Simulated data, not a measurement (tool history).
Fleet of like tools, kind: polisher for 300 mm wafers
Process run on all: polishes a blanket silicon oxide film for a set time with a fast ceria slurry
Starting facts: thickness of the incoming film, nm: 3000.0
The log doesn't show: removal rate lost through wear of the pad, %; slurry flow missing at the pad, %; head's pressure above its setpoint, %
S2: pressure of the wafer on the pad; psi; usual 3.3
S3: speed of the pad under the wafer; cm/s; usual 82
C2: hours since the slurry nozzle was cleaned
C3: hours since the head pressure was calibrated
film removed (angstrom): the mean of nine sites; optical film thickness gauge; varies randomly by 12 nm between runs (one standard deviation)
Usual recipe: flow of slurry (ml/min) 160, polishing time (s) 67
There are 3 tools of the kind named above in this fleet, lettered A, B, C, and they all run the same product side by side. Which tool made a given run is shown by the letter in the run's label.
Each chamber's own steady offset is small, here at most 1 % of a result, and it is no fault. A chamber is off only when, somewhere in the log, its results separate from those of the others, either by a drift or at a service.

Run 1B, day 0.196: usual settings; wafers polished on this pad 616; C2 618; C3 70.4. Result: film removed (angstrom) 9204.9.
Run 2A, day 0.446: usual settings; wafers polished on this pad 837; C2 121; C3 670.4. Result: film removed (angstrom) 8980.8.
Run 3C, day 0.696: usual settings; wafers polished on this pad 341; C2 388.8; C3 308.7. Result: film removed (angstrom) 9142.5.
Run 4A, day 0.888: usual settings; wafers polished on this pad 984; C2 131.6; C3 681. Result: film removed (angstrom) 9102.
Run 5B, day 1.058: usual settings but S2 3.8 psi, S3 100 cm/s; wafers polished on this pad 904; C2 638.7; C3 91.1. Result: film removed (angstrom) 12934.
At day 1.117: chamber A: worn pad replaced by a new one.
Run 6C, day 1.425: usual settings but S2 3.8 psi, S3 100 cm/s; wafers polished on this pad 585; C2 406.3; C3 326.2. Result: film removed (angstrom) 12799.
Run 7C, day 1.704: usual settings but S2 3.8 psi, S3 100 cm/s; wafers polished on this pad 678; C2 413; C3 332.9. Result: film removed (angstrom) 12870.
Run 8B, day 1.958: usual settings; wafers polished on this pad 1204; C2 660.3; C3 112.7. Result: film removed (angstrom) 9138.2.
Run 9A, day 2.158: usual settings; wafers polished on this pad 348; C2 162.1; C3 711.5. Result: film removed (angstrom) 9191.2.
Run 10A, day 2.5: usual settings; wafers polished on this pad 462; C2 170.3; C3 719.7. Result: film removed (angstrom) 8931.9.
Run 11C, day 2.812: usual settings; wafers polished on this pad 1047; C2 439.6; C3 359.5. Result: film removed (angstrom) 9044.8.
Run 12B, day 3.071: usual settings; wafers polished on this pad 1575; C2 687; C3 139.4. Result: film removed (angstrom) 9144.8.
At day 3.183: chamber C: worn pad replaced by a new one.
Run 13A, day 3.45: usual settings but S3 100 cm/s; wafers polished on this pad 779; C2 193.1; C3 742.5. Result: film removed (angstrom) 11259.
Run 14B, day 3.758: usual settings but S3 100 cm/s; wafers polished on this pad 1804; C2 703.5; C3 155.9. Result: film removed (angstrom) 11184.
At day 3.783: chamber A: worn pad replaced by a new one.
Run 15C, day 4.108: usual settings but S3 100 cm/s; wafers polished on this pad 309; C2 470.7; C3 390.6. Result: film removed (angstrom) 11063.
Run 16C, day 4.408: usual settings; wafers polished on this pad 409; C2 477.9; C3 397.8. Result: film removed (angstrom) 9059.4.
Run 17A, day 4.779: usual settings; wafers polished on this pad 332; C2 225; C3 774.4. Result: film removed (angstrom) 9028.3.
Run 18B, day 5.154: usual settings; wafers polished on this pad 2270; C2 737; C3 189.4. Result: film removed (angstrom) 8804.
Run 19C, day 5.333: usual settings; wafers polished on this pad 717; C2 500.1; C3 420. Result: film removed (angstrom) 9174.
Run 20B, day 5.629: usual settings; wafers polished on this pad 2428; C2 748.4; C3 200.8. Result: film removed (angstrom) 8355.2.
Run 21A, day 5.858: usual settings; wafers polished on this pad 692; C2 250.9; C3 800.3. Result: film removed (angstrom) 9406.2.
Run 22B, day 6.062: usual settings; wafers polished on this pad 2573; C2 758.8; C3 211.2. Result: film removed (angstrom) 8240.4.
Run 23C, day 6.246: usual settings; wafers polished on this pad 1021; C2 522; C3 441.9. Result: film removed (angstrom) 9041.5.
Run 24A, day 6.488: usual settings; wafers polished on this pad 902; C2 266; C3 815.4. Result: film removed (angstrom) 9444.

One chamber off, gauge drift, or nothing amiss beyond the chambers' own small offsets? If it is a chamber, which one, and what is the likeliest cause?

It is chamber B that slowly wanders off from its peers.
Likeliest cause: removal rate lost through wear of the pad, % = 11.4.
With only this log, it may be confused with: slurry flow missing at the pad, %; head's pressure below its setpoint, %.

Here are 4 candidates for chamber B's next run, each the usual settings with a change, their results left as question marks. Which one brings its results back in line with what the others give on the usual settings?
Maximum distance from the other chambers' mean on the usual settings for a result to count as in line: film removed (angstrom) 430
Run 25B-1, day 6.767: usual settings but flow of slurry (ml/min) 165, S2 3.7 psi, S3 90 cm/s. Result: film removed (angstrom) ?.
Run 25B-2, day 6.767: usual settings but S3 78 cm/s, polishing time (s) 63. Result: film removed (angstrom) ?.
Run 25B-3, day 6.767: usual settings but polishing time (s) 54. Result: film removed (angstrom) ?.
Run 25B-4, day 6.767: usual settings but S2 3.5 psi, polishing time (s) 71. Result: film removed (angstrom) ?.

Other chambers, usual settings, mean: film removed (angstrom) 9146.8
  run  film removed (angstrom)
25B-1                    10044
25B-2                   7248.8
25B-3                   6533.6
25B-4                   9117.5
25B-4 brings the chamber back in line.

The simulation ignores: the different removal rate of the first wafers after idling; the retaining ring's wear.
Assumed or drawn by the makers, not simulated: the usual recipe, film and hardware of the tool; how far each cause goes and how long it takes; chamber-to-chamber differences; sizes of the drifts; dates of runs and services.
